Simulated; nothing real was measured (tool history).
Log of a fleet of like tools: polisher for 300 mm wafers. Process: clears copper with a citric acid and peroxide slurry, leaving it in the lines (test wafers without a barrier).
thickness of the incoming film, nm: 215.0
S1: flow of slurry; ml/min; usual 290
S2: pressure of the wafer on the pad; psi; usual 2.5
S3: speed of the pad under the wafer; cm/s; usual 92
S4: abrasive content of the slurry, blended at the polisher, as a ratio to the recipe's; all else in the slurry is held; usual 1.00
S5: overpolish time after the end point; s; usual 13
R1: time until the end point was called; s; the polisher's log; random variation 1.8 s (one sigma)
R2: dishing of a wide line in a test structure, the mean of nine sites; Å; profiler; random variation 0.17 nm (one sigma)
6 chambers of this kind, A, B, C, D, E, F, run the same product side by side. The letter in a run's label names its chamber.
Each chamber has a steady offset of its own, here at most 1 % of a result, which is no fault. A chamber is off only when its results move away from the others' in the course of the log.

At hour 7.1: chamber A: worn pad replaced by a new one.
Run 1A, hour 7.8: usual settings. Result: R1 142.79 s, R2 125.740 Å.
At hour 8.5: chamber F: worn pad replaced by a new one.
At hour 9.9: chamber C: slurry blender recalibrated.
Run 2E, hour 13.2: usual settings. Result: R1 141.98 s, R2 124.600 Å.
Run 3B, hour 21.6: usual settings. Result: R1 141.32 s, R2 121.300 Å.
Run 4C, hour 29.1: usual settings. Result: R1 139.53 s, R2 125.020 Å.
Run 5F, hour 34.4: usual settings but S2 3.3 psi, S5 18 s. Result: R1 107.44 s, R2 188.430 Å.
Run 6D, hour 45.6: usual settings but S2 3.3 psi, S5 18 s. Result: R1 109.81 s, R2 187.550 Å.
Run 7F, hour 52.7: usual settings but S2 3.3 psi, S5 18 s. Result: R1 107.38 s, R2 186.050 Å.
At hour 60.1: chamber E: slurry nozzle cleaned.
Run 8C, hour 64.3: usual settings but S2 3.3 psi, S5 18 s. Result: R1 108.69 s, R2 184.040 Å.
Run 9A, hour 74.2: usual settings but S2 3.3 psi, S5 18 s. Result: R1 107.68 s, R2 186.930 Å.
At hour 75.6: chamber E: worn pad replaced by a new one.
Run 10E, hour 82.3: usual settings but S2 3.3 psi, S5 18 s. Result: R1 105.65 s, R2 188.570 Å.
At hour 83.8: chamber F: slurry nozzle cleaned.
Run 11D, hour 93.8: usual settings but S1 215 ml/min. Result: R1 145.50 s, R2 120.730 Å.
At hour 101.8: chamber A: slurry blender recalibrated.
Run 12B, hour 105.8: usual settings but S1 215 ml/min. Result: R1 147.49 s, R2 118.440 Å.
At hour 111.8: chamber E: slurry blender recalibrated.
At hour 113.7: chamber A: worn pad replaced by a new one.
At hour 114.1: chamber B: worn pad replaced by a new one.
Run 13E, hour 115.3: usual settings but S1 215 ml/min. Result: R1 148.31 s, R2 115.720 Å.
At hour 120.7: chamber A: slurry nozzle cleaned.
Run 14F, hour 120.9: usual settings but S1 215 ml/min. Result: R1 150.31 s, R2 124.330 Å.
At hour 122.9: chamber A: head pressure recalibrated.
At hour 123.4: chamber B: slurry blender recalibrated.
At hour 124.3: chamber D: worn pad replaced by a new one.
Run 15A, hour 126.4: usual settings but S1 215 ml/min. Result: R1 146.50 s, R2 117.180 Å.
At hour 127.7: chamber F: head pressure recalibrated.
At hour 131.8: chamber F: worn pad replaced by a new one.
Run 16D, hour 132.6: usual settings but S1 215 ml/min. Result: R1 144.25 s, R2 116.780 Å.
Run 17C, hour 138.6: usual settings. Result: R1 146.45 s, R2 122.980 Å.
Run 18B, hour 146.9: usual settings. Result: R1 142.27 s, R2 122.490 Å.
Run 19A, hour 157.9: usual settings. Result: R1 146.22 s, R2 120.520 Å.
At hour 160.9: chamber D: slurry blender recalibrated.
Run 20C, hour 166.2: usual settings. Result: R1 147.22 s, R2 117.630 Å.
Run 21B, hour 172.2: usual settings. Result: R1 142.82 s, R2 123.500 Å.
At hour 176.8: chamber F: slurry blender recalibrated.
Run 22F, hour 182.2: usual settings. Result: R1 143.97 s, R2 123.470 Å.
At hour 183.6: chamber E: worn pad replaced by a new one.
Run 23E, hour 193.7: usual settings. Result: R1 143.77 s, R2 124.830 Å.
Run 24D, hour 203.8: usual settings. Result: R1 145.11 s, R2 121.750 Å.
Run 25F, hour 212.3: usual settings. Result: R1 141.14 s, R2 123.430 Å.
Run 26A, hour 219.1: usual settings. Result: R1 140.39 s, R2 125.670 Å.
Run 27E, hour 226.5: usual settings. Result: R1 142.35 s, R2 122.980 Å.
At hour 229.2: chamber A: worn pad replaced by a new one.
At hour 233.7: chamber B: worn pad replaced by a new one.
At hour 237.9: chamber C: slurry blender recalibrated.
Run 28D, hour 238.6: usual settings. Result: R1 141.57 s, R2 121.390 Å.
At hour 246.7: chamber F: worn pad replaced by a new one.
At hour 247.9: chamber C: slurry nozzle cleaned.
Run 29C, hour 248.0: usual settings. Result: R1 153.72 s, R2 119.250 Å.
Run 30B, hour 255.2: usual settings. Result: R1 144.50 s, R2 119.920 Å.
Run 31A, hour 261.5: usual settings but S3 68 cm/s, S4 0.75. Result: R1 201.65 s, R2 92.143 Å.
At hour 267.5: chamber B: slurry blender recalibrated.
Run 32B, hour 269.4: usual settings but S3 68 cm/s, S4 0.75. Result: R1 200.43 s, R2 93.516 Å.
At hour 271.0: chamber E: worn pad replaced by a new one.
At hour 275.9: chamber E: slurry blender recalibrated.
Run 33D, hour 275.9: usual settings but S3 68 cm/s, S4 0.75. Result: R1 199.88 s, R2 91.547 Å.
Run 34F, hour 284.1: usual settings but S3 68 cm/s, S4 0.75. Result: R1 203.54 s, R2 91.772 Å.
At hour 294.9: chamber D: slurry nozzle cleaned.
Run 35E, hour 295.6: usual settings but S3 68 cm/s, S4 0.75. Result: R1 197.83 s, R2 93.094 Å.
Run 36C, hour 305.2: usual settings but S3 68 cm/s, S4 0.75. Result: R1 217.68 s, R2 86.372 Å.
Run 37D, hour 316.0: usual settings. Result: R1 136.13 s, R2 124.310 Å.
At hour 321.5: chamber B: head pressure recalibrated.
Run 38A, hour 327.1: usual settings. Result: R1 139.68 s, R2 123.260 Å.
Run 39F, hour 339.1: usual settings. Result: R1 142.07 s, R2 122.850 Å.
At hour 339.2: chamber B: worn pad replaced by a new one.
Run 40E, hour 344.6: usual settings. Result: R1 139.55 s, R2 120.480 Å.
At hour 347.5: chamber E: head pressure recalibrated.
Run 41B, hour 355.5: usual settings. Result: R1 139.11 s, R2 122.650 Å.
At hour 362.9: chamber E: worn pad replaced by a new one.
Run 42C, hour 367.0: usual settings. Result: R1 156.02 s, R2 111.520 Å.
Run 43F, hour 378.7: usual settings. Result: R1 142.57 s, R2 122.880 Å.
Run 44E, hour 383.9: usual settings. Result: R1 141.87 s, R2 120.680 Å.

Is one chamber off against the others, does the gauge drift, or is nothing wrong? If a chamber is off, say which, and what the likeliest cause is.

Chamber C drifts away from the others.
Cause: removal rate lost through wear of the pad, % = 9.42.
The log may not tell that from: head's pressure below its setpoint, %.

Here are 4 candidates for chamber C's next run, each the usual settings with a change, their results left as question marks. Which one brings its results back in line with what the others give on the usual settings?
In line means no further than this from the other chambers' mean on the usual settings: R1 6.30 s; R2 5.700 Å
Run 45C-1, hour 392.6: usual settings but S2 2.4 psi, S3 88 cm/s. Result: R1 ?, R2 ?.
Run 45C-2, hour 392.6: usual settings but S1 295 ml/min, S2 2.8 psi, S3 102 cm/s. Result: R1 ?, R2 ?.
Run 45C-3, hour 392.6: usual settings but S2 2.6 psi, S3 96 cm/s. Result: R1 ?, R2 ?.
Run 45C-4, hour 392.6: usual settings but S1 285 ml/min, S2 2.2 psi, S3 84 cm/s. Result: R1 ?, R2 ?.

The other chambers' mean on the usual settings: R1 141.60 s; R2 122.310 Å
  run      R1       R2
45C-1  167.82  106.710
45C-2  124.54  134.400
45C-3  142.44  121.400
45C-4  191.53   95.802
45C-3 brings the chamber back in line.

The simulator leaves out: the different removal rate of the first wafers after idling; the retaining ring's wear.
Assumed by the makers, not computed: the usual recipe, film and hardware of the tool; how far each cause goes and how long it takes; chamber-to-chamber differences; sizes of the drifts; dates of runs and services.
